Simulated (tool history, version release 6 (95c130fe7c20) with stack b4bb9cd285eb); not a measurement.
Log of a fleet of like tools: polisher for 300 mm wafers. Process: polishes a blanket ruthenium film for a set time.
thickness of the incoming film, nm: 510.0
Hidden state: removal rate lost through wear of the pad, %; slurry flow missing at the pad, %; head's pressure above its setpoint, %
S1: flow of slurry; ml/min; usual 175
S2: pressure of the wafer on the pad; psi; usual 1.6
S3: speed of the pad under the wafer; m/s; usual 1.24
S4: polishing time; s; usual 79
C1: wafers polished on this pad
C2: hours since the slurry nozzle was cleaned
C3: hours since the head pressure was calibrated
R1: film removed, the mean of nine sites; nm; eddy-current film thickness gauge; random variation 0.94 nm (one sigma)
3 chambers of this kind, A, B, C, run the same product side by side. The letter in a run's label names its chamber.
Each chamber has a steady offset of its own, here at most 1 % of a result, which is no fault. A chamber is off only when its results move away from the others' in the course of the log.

| run | hour | S1 | S2 | S3 | S4 | C1 | C2 | C3 | R1 |
|---|---|---|---|---|---|---|---|---|---|
| 1C | 9.2 | 175 | 1.6 | 1.24 | 79 | 632 | 90.5 | 931.4 | 71.494 |
| 2B | 17.3 | 175 | 1.6 | 1.24 | 79 | 836 | 374.2 | 497.9 | 70.434 |
| 3A | 28.7 | 175 | 1.6 | 1.24 | 79 | 812 | 235.6 | 219.6 | 72.100 |
| 4A | 40.1 | 175 | 1.6 | 1.24 | 79 | 900 | 247.0 | 231.0 | 69.301 |
| 5B | 49.3 | 175 | 1.6 | 1.24 | 79 | 1082 | 406.2 | 529.9 | 70.230 |
| 6C | 56.5 | 175 | 1.6 | 1.24 | 79 | 996 | 137.8 | 978.7 | 71.372 |
| 7C | 65.2 | 175 | 1.6 | 1.24 | 79 | 1063 | 146.5 | 987.4 | 72.184 |
| 8A | 73.0 | 175 | 1.6 | 1.24 | 79 | 1153 | 279.9 | 263.9 | 70.423 |
|  | 82.8 | chamber C: worn pad replaced by a new one |
| 9B | 85.1 | 175 | 1.6 | 1.24 | 79 | 1358 | 442.0 | 565.7 | 70.882 |
| 10B | 92.7 | 175 | 1.6 | 1.24 | 79 | 1417 | 449.6 | 573.3 | 71.264 |
|  | 94.5 | chamber C: head pressure recalibrated |
|  | 101.6 | chamber A: worn pad replaced by a new one |
| 11C | 101.6 | 175 | 1.6 | 1.24 | 79 | 145 | 182.9 | 7.1 | 70.391 |
| 12A | 109.1 | 175 | 1.6 | 1.24 | 79 | 58 | 316.0 | 300.0 | 71.174 |
| 13A | 117.7 | 175 | 1.6 | 1.24 | 79 | 124 | 324.6 | 308.6 | 73.328 |
| 14B | 127.4 | 175 | 1.6 | 1.24 | 79 | 1684 | 484.3 | 608.0 | 69.862 |
| 15C | 136.0 | 175 | 1.6 | 1.24 | 79 | 410 | 217.3 | 41.5 | 70.559 |
| 16B | 143.3 | 175 | 1.6 | 1.24 | 79 | 1807 | 500.2 | 623.9 | 68.566 |
| 17C | 152.4 | 175 | 1.6 | 1.64 | 54 | 537 | 233.7 | 57.9 | 64.402 |
| 18A | 160.1 | 175 | 1.6 | 1.64 | 54 | 451 | 367.0 | 351.0 | 63.603 |
| 19B | 166.2 | 175 | 1.6 | 1.64 | 54 | 1983 | 523.1 | 646.8 | 61.559 |
| 20A | 172.9 | 175 | 1.6 | 1.24 | 79 | 549 | 379.8 | 363.8 | 71.814 |
| 21C | 181.6 | 175 | 1.6 | 1.24 | 79 | 762 | 262.9 | 87.1 | 71.421 |
| 22A | 192.9 | 175 | 1.6 | 1.24 | 79 | 703 | 399.8 | 383.8 | 71.884 |
| 23B | 201.4 | 175 | 1.6 | 1.24 | 79 | 2255 | 558.3 | 682.0 | 67.834 |
| 24C | 214.2 | 175 | 1.6 | 1.24 | 79 | 1013 | 295.5 | 119.7 | 69.893 |
| 25C | 227.8 | 175 | 1.6 | 1.24 | 79 | 1118 | 309.1 | 133.3 | 70.076 |
| 26B | 237.4 | 175 | 1.6 | 0.86 | 79 | 2532 | 594.3 | 718.0 | 46.897 |
|  | 237.7 | chamber C: worn pad replaced by a new one |
| 27A | 250.9 | 175 | 1.6 | 0.86 | 79 | 1150 | 457.8 | 441.8 | 49.873 |
|  | 256.5 | chamber A: slurry nozzle cleaned |
| 28B | 261.9 | 175 | 1.6 | 0.86 | 79 | 2721 | 618.8 | 742.5 | 46.338 |
| 29C | 274.4 | 175 | 1.6 | 1.24 | 79 | 283 | 355.7 | 179.9 | 70.792 |
|  | 277.2 | chamber A: worn pad replaced by a new one |
| 30A | 282.8 | 175 | 1.6 | 1.24 | 79 | 43 | 26.4 | 473.7 | 70.296 |
| 31C | 292.1 | 175 | 1.6 | 1.24 | 79 | 419 | 373.4 | 197.6 | 73.447 |
| 32B | 304.4 | 175 | 1.6 | 1.24 | 79 | 3048 | 661.3 | 785.0 | 63.842 |
| 33A | 312.4 | 175 | 1.6 | 1.24 | 79 | 271 | 56.0 | 503.3 | 69.773 |
| 34B | 321.0 | 175 | 1.6 | 1.24 | 79 | 3176 | 677.9 | 801.6 | 64.114 |
| 35A | 327.4 | 175 | 1.6 | 1.24 | 79 | 387 | 71.0 | 518.3 | 71.236 |
| 36C | 333.6 | 175 | 1.6 | 1.24 | 79 | 739 | 414.9 | 239.1 | 72.197 |

Next, every chamber runs the same settings. What will each give?
| 37A | 343.8 | 175 | 1.6 | 1.24 | 79 |  |  |  | ? |
| 37B | 343.8 | 175 | 1.6 | 1.24 | 79 |  |  |  | ? |
| 37C | 343.8 | 175 | 1.6 | 1.24 | 79 |  |  |  | ? |

| run | R1 |
|---|---|
| 37A | 70.523 |
| 37B | 61.737 |
| 37C | 70.476 |

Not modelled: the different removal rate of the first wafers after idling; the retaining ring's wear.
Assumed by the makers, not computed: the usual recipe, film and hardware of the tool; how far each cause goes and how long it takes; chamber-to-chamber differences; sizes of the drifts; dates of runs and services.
